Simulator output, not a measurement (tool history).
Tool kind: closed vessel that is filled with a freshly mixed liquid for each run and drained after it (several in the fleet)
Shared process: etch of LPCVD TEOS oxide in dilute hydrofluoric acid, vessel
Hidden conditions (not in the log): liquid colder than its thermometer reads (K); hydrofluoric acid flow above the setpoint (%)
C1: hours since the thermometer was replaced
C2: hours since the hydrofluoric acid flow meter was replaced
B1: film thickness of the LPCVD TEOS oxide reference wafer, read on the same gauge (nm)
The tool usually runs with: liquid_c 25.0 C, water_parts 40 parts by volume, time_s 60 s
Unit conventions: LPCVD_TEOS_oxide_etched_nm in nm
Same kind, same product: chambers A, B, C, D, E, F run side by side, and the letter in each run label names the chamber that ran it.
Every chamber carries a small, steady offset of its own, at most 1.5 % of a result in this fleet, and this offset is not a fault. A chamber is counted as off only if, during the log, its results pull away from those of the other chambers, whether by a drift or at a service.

run 1B hour=5.1 | liquid_c=25.0 water_parts=40 time_s=60 | C1=1599.8 C2=362.5 | B1=120.00 | LPCVD_TEOS_oxide_etched_nm=28.480
run 2F hour=10.0 | liquid_c=25.0 water_parts=40 time_s=60 | C1=642.6 C2=592.5 | B1=120.00 | LPCVD_TEOS_oxide_etched_nm=28.358
run 3D hour=13.6 | liquid_c=25.0 water_parts=40 time_s=60 | C1=598.1 C2=895.3 | B1=119.99 | LPCVD_TEOS_oxide_etched_nm=28.653
run 4E hour=17.9 | liquid_c=25.0 water_parts=40 time_s=60 | C1=987.1 C2=583.1 | B1=120.02 | LPCVD_TEOS_oxide_etched_nm=29.150
run 5A hour=24.1 | liquid_c=25.0 water_parts=40 time_s=60 | C1=1558.2 C2=567.8 | B1=120.01 | LPCVD_TEOS_oxide_etched_nm=28.948
run 6C hour=28.7 | liquid_c=25.0 water_parts=40 time_s=60 | C1=1131.3 C2=118.8 | B1=119.99 | LPCVD_TEOS_oxide_etched_nm=28.366
run 7E hour=34.2 | liquid_c=26.5 water_parts=40 time_s=75 | C1=1003.4 C2=599.4 | B1=120.00 | LPCVD_TEOS_oxide_etched_nm=38.598
run 8C hour=39.6 | liquid_c=26.5 water_parts=40 time_s=75 | C1=1142.2 C2=129.7 | B1=120.01 | LPCVD_TEOS_oxide_etched_nm=38.039
run 9A hour=43.9 | liquid_c=26.5 water_parts=40 time_s=75 | C1=1578.0 C2=587.6 | B1=119.98 | LPCVD_TEOS_oxide_etched_nm=37.292
run 10F hour=48.5 | liquid_c=26.5 water_parts=40 time_s=75 | C1=681.1 C2=631.0 | B1=120.02 | LPCVD_TEOS_oxide_etched_nm=38.065
run 11D hour=53.6 | liquid_c=26.5 water_parts=40 time_s=75 | C1=638.1 C2=935.3 | B1=120.00 | LPCVD_TEOS_oxide_etched_nm=37.731
run 12B hour=56.9 | liquid_c=26.5 water_parts=40 time_s=75 | C1=1651.6 C2=414.3 | B1=120.01 | LPCVD_TEOS_oxide_etched_nm=37.203
run 13C hour=60.6 | liquid_c=25.0 water_parts=40 time_s=60 | C1=1163.2 C2=150.7 | B1=119.99 | LPCVD_TEOS_oxide_etched_nm=28.997
run 14D hour=67.7 | liquid_c=25.0 water_parts=40 time_s=60 | C1=652.2 C2=949.4 | B1=119.99 | LPCVD_TEOS_oxide_etched_nm=28.466
run 15A hour=71.1 | liquid_c=25.0 water_parts=40 time_s=60 | C1=1605.2 C2=614.8 | B1=119.98 | LPCVD_TEOS_oxide_etched_nm=28.326
run 16E hour=76.4 | liquid_c=25.0 water_parts=40 time_s=60 | C1=1045.6 C2=641.6 | B1=119.98 | LPCVD_TEOS_oxide_etched_nm=29.144
run 17F hour=83.5 | liquid_c=25.0 water_parts=40 time_s=60 | C1=716.1 C2=666.0 | B1=119.99 | LPCVD_TEOS_oxide_etched_nm=28.314
run 18B hour=87.9 | liquid_c=25.0 water_parts=40 time_s=60 | C1=1682.6 C2=445.3 | B1=120.03 | LPCVD_TEOS_oxide_etched_nm=28.561
-- hour=91.7 chamber A: thermometer replaced
run 19D hour=94.9 | liquid_c=25.0 water_parts=40 time_s=60 | C1=679.4 C2=976.6 | B1=120.00 | LPCVD_TEOS_oxide_etched_nm=28.626
run 20B hour=98.8 | liquid_c=25.0 water_parts=40 time_s=60 | C1=1693.5 C2=456.2 | B1=120.00 | LPCVD_TEOS_oxide_etched_nm=27.770
run 21C hour=102.9 | liquid_c=25.0 water_parts=30 time_s=60 | C1=1205.5 C2=193.0 | B1=119.98 | LPCVD_TEOS_oxide_etched_nm=40.473
run 22F hour=108.0 | liquid_c=25.0 water_parts=30 time_s=60 | C1=740.6 C2=690.5 | B1=120.01 | LPCVD_TEOS_oxide_etched_nm=38.521
run 23E hour=114.8 | liquid_c=25.0 water_parts=30 time_s=60 | C1=1084.0 C2=680.0 | B1=119.99 | LPCVD_TEOS_oxide_etched_nm=38.680
run 24A hour=119.6 | liquid_c=25.0 water_parts=30 time_s=60 | C1=28.0 C2=663.3 | B1=119.99 | LPCVD_TEOS_oxide_etched_nm=38.487
run 25E hour=123.6 | liquid_c=25.0 water_parts=30 time_s=60 | C1=1092.8 C2=688.8 | B1=120.01 | LPCVD_TEOS_oxide_etched_nm=38.971
run 26B hour=127.1 | liquid_c=25.0 water_parts=30 time_s=60 | C1=1721.8 C2=484.5 | B1=120.01 | LPCVD_TEOS_oxide_etched_nm=38.529
run 27F hour=130.7 | liquid_c=25.0 water_parts=40 time_s=60 | C1=763.3 C2=713.2 | B1=119.99 | LPCVD_TEOS_oxide_etched_nm=28.400
run 28A hour=135.4 | liquid_c=25.0 water_parts=40 time_s=60 | C1=43.8 C2=679.1 | B1=120.00 | LPCVD_TEOS_oxide_etched_nm=28.648
run 29C hour=139.3 | liquid_c=25.0 water_parts=40 time_s=60 | C1=1241.9 C2=229.4 | B1=119.98 | LPCVD_TEOS_oxide_etched_nm=30.433
run 30D hour=144.6 | liquid_c=25.0 water_parts=40 time_s=60 | C1=729.1 C2=1026.3 | B1=120.02 | LPCVD_TEOS_oxide_etched_nm=28.009
run 31A hour=148.9 | liquid_c=25.0 water_parts=40 time_s=60 | C1=57.3 C2=692.6 | B1=120.00 | LPCVD_TEOS_oxide_etched_nm=28.409
run 32C hour=152.9 | liquid_c=25.0 water_parts=40 time_s=60 | C1=1255.5 C2=243.0 | B1=119.99 | LPCVD_TEOS_oxide_etched_nm=30.732
run 33D hour=157.7 | liquid_c=25.0 water_parts=40 time_s=60 | C1=742.2 C2=1039.4 | B1=120.00 | LPCVD_TEOS_oxide_etched_nm=28.479
run 34B hour=164.3 | liquid_c=25.0 water_parts=40 time_s=60 | C1=1759.0 C2=521.7 | B1=120.00 | LPCVD_TEOS_oxide_etched_nm=28.251
run 35F hour=169.1 | liquid_c=25.0 water_parts=40 time_s=60 | C1=801.7 C2=751.6 | B1=120.01 | LPCVD_TEOS_oxide_etched_nm=28.969
run 36E hour=175.1 | liquid_c=25.0 water_parts=40 time_s=60 | C1=1144.3 C2=740.3 | B1=120.01 | LPCVD_TEOS_oxide_etched_nm=28.587

Has any chamber moved away from the others, gradually or after a service, or does the common gauge drift, or do the chambers differ only by their own small steady offsets? State the chamber and the most likely cause if one applies.

Little by little, chamber C moves away from the other chambers.
Most likely cause: hydrofluoric acid flow above the setpoint (%) = 11.2.
From this log alone, it may not be told apart from: liquid hotter than its thermometer reads (K).

Below are 4 candidate recipes for chamber C's next run, each the usual settings with a change, their results shown as question marks. Which of them brings C's results back in line with what the other chambers give on the usual settings?
A result is in line if it is within this distance of the other chambers' mean on the usual settings: LPCVD_TEOS_oxide_etched_nm 0.810 nm
run 37C-1 hour=180.3 | liquid_c=30.0 water_parts=40 time_s=60 | LPCVD_TEOS_oxide_etched_nm=?
run 37C-2 hour=180.3 | liquid_c=23.0 water_parts=40 time_s=60 | LPCVD_TEOS_oxide_etched_nm=?
run 37C-3 hour=180.3 | liquid_c=24.5 water_parts=40 time_s=50 | LPCVD_TEOS_oxide_etched_nm=?
run 37C-4 hour=180.3 | liquid_c=27.0 water_parts=40 time_s=60 | LPCVD_TEOS_oxide_etched_nm=?

Mean of the other chambers on the usual settings: LPCVD_TEOS_oxide_etched_nm 28.523 nm
run=37C-1 LPCVD_TEOS_oxide_etched_nm=38.285
run=37C-2 LPCVD_TEOS_oxide_etched_nm=28.847
run=37C-3 LPCVD_TEOS_oxide_etched_nm=25.571
run=37C-4 LPCVD_TEOS_oxide_etched_nm=33.981
37C-2 is the one that brings the chamber's results back in line with the other chambers.
